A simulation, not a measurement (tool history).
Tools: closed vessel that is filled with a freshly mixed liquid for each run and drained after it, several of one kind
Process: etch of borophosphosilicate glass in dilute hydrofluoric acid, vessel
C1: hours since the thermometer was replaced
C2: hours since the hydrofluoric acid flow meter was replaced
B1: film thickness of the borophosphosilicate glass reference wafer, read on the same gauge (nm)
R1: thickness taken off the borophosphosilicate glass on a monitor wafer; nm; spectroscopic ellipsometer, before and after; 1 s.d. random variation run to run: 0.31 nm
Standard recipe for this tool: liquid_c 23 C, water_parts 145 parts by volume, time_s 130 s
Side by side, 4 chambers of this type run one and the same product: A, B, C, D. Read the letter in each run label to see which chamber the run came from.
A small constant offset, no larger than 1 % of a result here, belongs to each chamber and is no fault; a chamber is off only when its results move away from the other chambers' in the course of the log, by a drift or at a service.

{"run": "1C", "day": 0.108, "liquid_c": 23, "water_parts": 145, "time_s": 130, "C1": 122.6, "C2": 250.8, "B1": 30.012, "R1": 35.739}
{"run": "2B", "day": 0.325, "liquid_c": 23, "water_parts": 145, "time_s": 130, "C1": 182.6, "C2": 92.8, "B1": 30.017, "R1": 36.098}
{"run": "3D", "day": 0.508, "liquid_c": 23, "water_parts": 145, "time_s": 130, "C1": 689.3, "C2": 301, "B1": 29.976, "R1": 36.452}
{"run": "4A", "day": 0.729, "liquid_c": 23, "water_parts": 145, "time_s": 130, "C1": 122.2, "C2": 2333.9, "B1": 30.018, "R1": 36.46}
{"run": "5B", "day": 0.9, "liquid_c": 23, "water_parts": 145, "time_s": 130, "C1": 196.4, "C2": 106.6, "B1": 29.996, "R1": 35.577}
{"run": "6D", "day": 1.062, "liquid_c": 21, "water_parts": 145, "time_s": 130, "C1": 702.6, "C2": 314.3, "B1": 30.006, "R1": 33.627}
{"run": "7A", "day": 1.212, "liquid_c": 21, "water_parts": 145, "time_s": 130, "C1": 133.8, "C2": 2345.5, "B1": 29.962, "R1": 33.303}
{"run": "8C", "day": 1.412, "liquid_c": 21, "water_parts": 145, "time_s": 130, "C1": 153.9, "C2": 282.1, "B1": 30.025, "R1": 33.596}
{"run": "9C", "day": 1.642, "liquid_c": 21, "water_parts": 145, "time_s": 130, "C1": 159.4, "C2": 287.6, "B1": 29.995, "R1": 33.573}
{"run": "10D", "day": 1.838, "liquid_c": 23, "water_parts": 145, "time_s": 130, "C1": 721.2, "C2": 332.9, "B1": 29.958, "R1": 35.871}
{"run": "11B", "day": 2.075, "liquid_c": 23, "water_parts": 145, "time_s": 130, "C1": 224.6, "C2": 134.8, "B1": 30.003, "R1": 35.341}
{"run": "12A", "day": 2.242, "liquid_c": 23, "water_parts": 145, "time_s": 130, "C1": 158.5, "C2": 2370.2, "B1": 30.008, "R1": 36.329}
{"run": "13A", "day": 2.483, "liquid_c": 23, "water_parts": 145, "time_s": 130, "C1": 164.3, "C2": 2376, "B1": 29.993, "R1": 35.643}
{"run": "14C", "day": 2.688, "liquid_c": 27.5, "water_parts": 195, "time_s": 130, "C1": 184.5, "C2": 312.7, "B1": 30.033, "R1": 29.495}
{"run": "15B", "day": 2.871, "liquid_c": 27.5, "water_parts": 195, "time_s": 130, "C1": 243.7, "C2": 153.9, "B1": 29.992, "R1": 29.771}
{"day": 2.942, "done": "chamber A: hydrofluoric acid flow meter replaced"}
{"run": "16D", "day": 3.017, "liquid_c": 27.5, "water_parts": 195, "time_s": 130, "C1": 749.5, "C2": 361.2, "B1": 29.982, "R1": 29.815}
{"run": "17B", "day": 3.212, "liquid_c": 27.5, "water_parts": 195, "time_s": 130, "C1": 251.9, "C2": 162.1, "B1": 30, "R1": 29.582}
{"run": "18D", "day": 3.45, "liquid_c": 23, "water_parts": 145, "time_s": 130, "C1": 759.9, "C2": 371.6, "B1": 30.031, "R1": 36.228}
{"run": "19C", "day": 3.662, "liquid_c": 23, "water_parts": 145, "time_s": 130, "C1": 207.9, "C2": 336.1, "B1": 30.021, "R1": 35.31}
{"run": "20A", "day": 3.854, "liquid_c": 23, "water_parts": 145, "time_s": 130, "C1": 197.2, "C2": 21.9, "B1": 30.002, "R1": 36.169}
{"run": "21A", "day": 4.008, "liquid_c": 23, "water_parts": 145, "time_s": 130, "C1": 200.9, "C2": 25.6, "B1": 29.984, "R1": 35.722}
{"run": "22C", "day": 4.15, "liquid_c": 23, "water_parts": 145, "time_s": 130, "C1": 219.6, "C2": 347.8, "B1": 30.04, "R1": 36.143}
{"run": "23D", "day": 4.271, "liquid_c": 20.5, "water_parts": 180, "time_s": 130, "C1": 779.6, "C2": 391.3, "B1": 30.021, "R1": 25.246}
{"run": "24B", "day": 4.4, "liquid_c": 20.5, "water_parts": 180, "time_s": 130, "C1": 280.4, "C2": 190.6, "B1": 29.976, "R1": 25.243}
{"run": "25B", "day": 4.533, "liquid_c": 20.5, "water_parts": 180, "time_s": 130, "C1": 283.6, "C2": 193.8, "B1": 30.032, "R1": 24.971}
{"run": "26A", "day": 4.738, "liquid_c": 20.5, "water_parts": 180, "time_s": 130, "C1": 218.4, "C2": 43.1, "B1": 29.993, "R1": 25.466}
{"run": "27C", "day": 4.867, "liquid_c": 23, "water_parts": 145, "time_s": 130, "C1": 236.8, "C2": 365, "B1": 30.029, "R1": 36.159}
{"run": "28D", "day": 5.1, "liquid_c": 23, "water_parts": 145, "time_s": 130, "C1": 799.5, "C2": 411.2, "B1": 29.991, "R1": 35.999}
{"run": "29B", "day": 5.212, "liquid_c": 23, "water_parts": 100, "time_s": 205, "C1": 299.9, "C2": 210.1, "B1": 30, "R1": 87.169}
{"run": "30A", "day": 5.392, "liquid_c": 23, "water_parts": 100, "time_s": 205, "C1": 234.1, "C2": 58.8, "B1": 30.046, "R1": 88.821}
{"run": "31D", "day": 5.542, "liquid_c": 23, "water_parts": 100, "time_s": 205, "C1": 810.1, "C2": 421.8, "B1": 30.006, "R1": 86.574}
{"run": "32C", "day": 5.75, "liquid_c": 23, "water_parts": 100, "time_s": 205, "C1": 258, "C2": 386.2, "B1": 29.962, "R1": 86.822}
{"run": "33C", "day": 5.988, "liquid_c": 23, "water_parts": 145, "time_s": 130, "C1": 263.7, "C2": 391.9, "B1": 30.004, "R1": 35.742}
{"run": "34D", "day": 6.092, "liquid_c": 23, "water_parts": 145, "time_s": 130, "C1": 823.3, "C2": 435, "B1": 30.002, "R1": 36.15}
{"run": "35B", "day": 6.258, "liquid_c": 23, "water_parts": 145, "time_s": 130, "C1": 325, "C2": 235.2, "B1": 30.055, "R1": 36.105}
{"run": "36A", "day": 6.5, "liquid_c": 23, "water_parts": 145, "time_s": 130, "C1": 260.7, "C2": 85.4, "B1": 29.983, "R1": 36.189}
{"run": "37D", "day": 6.658, "liquid_c": 23, "water_parts": 145, "time_s": 130, "C1": 836.9, "C2": 448.6, "B1": 29.971, "R1": 36.058}
{"run": "38B", "day": 6.829, "liquid_c": 24.5, "water_parts": 210, "time_s": 130, "C1": 338.7, "C2": 248.9, "B1": 30.006, "R1": 24.549}
{"run": "39C", "day": 7.029, "liquid_c": 24.5, "water_parts": 210, "time_s": 130, "C1": 288.7, "C2": 416.9, "B1": 29.983, "R1": 24.639}

Each of the 4 chambers runs these same settings next. Fill in every chamber's results:
{"run": "40A", "day": 7.204, "liquid_c": 23, "water_parts": 175, "time_s": 130, "R1": "?"}
{"run": "40B", "day": 7.204, "liquid_c": 23, "water_parts": 175, "time_s": 130, "R1": "?"}
{"run": "40C", "day": 7.204, "liquid_c": 23, "water_parts": 175, "time_s": 130, "R1": "?"}
{"run": "40D", "day": 7.204, "liquid_c": 23, "water_parts": 175, "time_s": 130, "R1": "?"}

run=40A R1=28.87
run=40B R1=28.635
run=40C R1=29.469
run=40D R1=28.689

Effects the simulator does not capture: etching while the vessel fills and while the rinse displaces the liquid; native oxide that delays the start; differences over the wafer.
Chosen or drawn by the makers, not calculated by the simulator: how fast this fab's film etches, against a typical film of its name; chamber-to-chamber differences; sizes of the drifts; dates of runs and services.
